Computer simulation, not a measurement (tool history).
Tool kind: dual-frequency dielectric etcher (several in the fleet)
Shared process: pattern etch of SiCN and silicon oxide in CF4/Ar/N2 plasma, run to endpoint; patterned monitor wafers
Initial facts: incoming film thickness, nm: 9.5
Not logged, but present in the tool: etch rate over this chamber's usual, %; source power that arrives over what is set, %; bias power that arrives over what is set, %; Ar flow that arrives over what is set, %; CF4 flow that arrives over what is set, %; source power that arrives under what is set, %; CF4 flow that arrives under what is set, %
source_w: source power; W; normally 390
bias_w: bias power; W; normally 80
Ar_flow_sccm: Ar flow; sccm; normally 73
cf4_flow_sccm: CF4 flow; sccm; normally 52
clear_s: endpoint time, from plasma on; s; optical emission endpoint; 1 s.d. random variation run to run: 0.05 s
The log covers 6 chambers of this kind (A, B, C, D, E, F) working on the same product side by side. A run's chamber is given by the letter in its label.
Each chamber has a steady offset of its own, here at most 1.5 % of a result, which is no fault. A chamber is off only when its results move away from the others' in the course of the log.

run,day,source_w,bias_w,Ar_flow_sccm,cf4_flow_sccm,hours since the last wet clean,hours since the last source power generator calibration,hours since the last bias power generator calibration,hours since the last Ar flow controller change,hours since the last CF4 flow controller change,clear_s
1E,0.246,390,80,73,52,306.3,246.4,1467.6,1607,1506.8,12.052
# day 0.475: chamber C: wet clean of the chamber
2F,0.65,390,80,73,52,32.8,1406,1131.9,1542.8,1412.8,12.08
3C,0.929,390,80,73,52,11,2210.2,2191.6,1397,298.4,12.208
4A,1.138,390,80,73,52,32.6,284.7,283.2,5461.1,854.7,12.011
# day 1.167: chamber E: wet clean of the chamber
5D,1.412,390,80,73,52,447,1910.3,595.7,982.1,2886.3,11.96
6B,1.788,390,61,73,52,170.2,1515,51.4,712,1363.9,13.268
7A,2.075,390,61,73,52,55.1,307.2,305.7,5483.6,877.2,13.023
8F,2.296,390,61,73,52,72.3,1445.5,1171.4,1582.3,1452.3,13.332
9E,2.633,390,61,73,52,35.2,303.7,1524.9,1664.3,1564.1,13.214
10B,2.979,390,61,73,52,198.8,1543.6,80,740.6,1392.5,13.232
11D,3.308,390,61,73,52,492.5,1955.8,641.2,1027.6,2931.8,13.01
12C,3.608,390,80,73,52,75.3,2274.5,2255.9,1461.3,362.7,12.154
13D,3.912,310,80,61,52,507,1970.3,655.7,1042.1,2946.3,14.194
14A,4.225,310,80,61,52,106.7,358.8,357.3,5535.2,928.8,14.277
15F,4.646,310,80,61,52,128.7,1501.9,1227.8,1638.7,1508.7,14.347
# day 4.879: chamber D: wet clean of the chamber
16B,5.067,310,80,61,52,248.9,1593.7,130.1,790.7,1442.6,14.448
17C,5.446,310,80,61,52,119.4,2318.6,2300,1505.4,406.8,14.521
18E,5.838,310,80,61,52,112.1,380.6,1601.8,1741.2,1641,14.354
19F,6.092,390,80,73,52,163.4,1536.6,1262.5,1673.4,1543.4,12.017
20E,6.371,390,80,73,52,124.9,393.4,1614.6,1754,1653.8,12.055
21B,6.65,390,80,73,52,286.9,1631.7,168.1,828.7,1480.6,11.948
# day 6.983: chamber A: Ar flow controller replaced
22A,7.067,350,80,73,58,174.9,427,425.5,2.1,997,12.91
23D,7.512,350,80,73,58,63.2,2056.7,742.1,1128.5,3032.7,12.726
24C,7.754,350,80,73,58,174.8,2374,2355.4,1560.8,462.2,13.208
25F,8.071,350,80,73,58,210.9,1584.1,1310,1720.9,1590.9,13.004
26E,8.279,350,80,73,58,170.7,439.2,1660.4,1799.8,1699.6,12.946
27A,8.575,350,80,73,58,211.1,463.2,461.7,38.3,1033.2,12.89
28D,8.825,390,80,73,52,94.7,2088.2,773.6,1160,3064.2,11.676
29B,9.025,390,80,73,52,343.9,1688.7,225.1,885.7,1537.6,12.107
30C,9.467,390,80,73,52,215.9,2415.1,2396.5,1601.9,503.3,12.188
31D,9.692,390,80,73,52,115.5,2109,794.4,1180.8,3085,11.647
32C,10.108,390,80,73,52,231.3,2430.5,2411.9,1617.3,518.7,12.193
33B,10.542,390,80,73,52,380.3,1725.1,261.5,922.1,1574,11.971
34A,10.921,390,80,73,52,267.4,519.5,518,94.6,1089.5,11.916
35F,11.271,390,80,73,52,287.7,1660.9,1386.8,1797.7,1667.7,11.961
# day 11.621: chamber B: wet clean of the chamber
36E,11.658,390,80,80,52,251.8,520.3,1741.5,1880.9,1780.7,12.223
37F,11.958,390,80,80,52,304.2,1677.4,1403.3,1814.2,1684.2,12.196
38A,12.242,390,80,80,52,299.1,551.2,549.7,126.3,1121.2,12.234
39E,12.533,390,80,80,52,272.8,541.3,1762.5,1901.9,1801.7,12.061
40B,12.771,390,80,80,52,27.6,1778.6,315,975.6,1627.5,12.154

Read the log: is a single chamber off, either drifting away or since a service, is the gauge that measures every chamber drifting, or is nothing wrong beyond small per-chamber offsets? Name any odd chamber and what most likely caused it.

It is chamber D that slowly wanders off from its peers.
What lies behind it: source power that arrives over what is set, % = 4.49.

Here are 4 candidates for chamber D's next run, each the usual settings with a change, their results left as question marks. Which one brings its results back in line with what the others give on the usual settings?
A result is in line if it is within this distance of the other chambers' mean on the usual settings: clear_s 0.18 s
41D-1,13.088,390,62,73,52,,,,,,?
41D-2,13.088,370,79,74,52,,,,,,?
41D-3,13.088,390,80,48,70,,,,,,?
41D-4,13.088,410,80,72,52,,,,,,?

The mean the other chambers reach with the usual settings: clear_s 12.069 s
run,clear_s
41D-1,12.516
41D-2,12.107
41D-3,10.511
41D-4,10.966
It is 41D-2 that realigns the chamber with its peers.
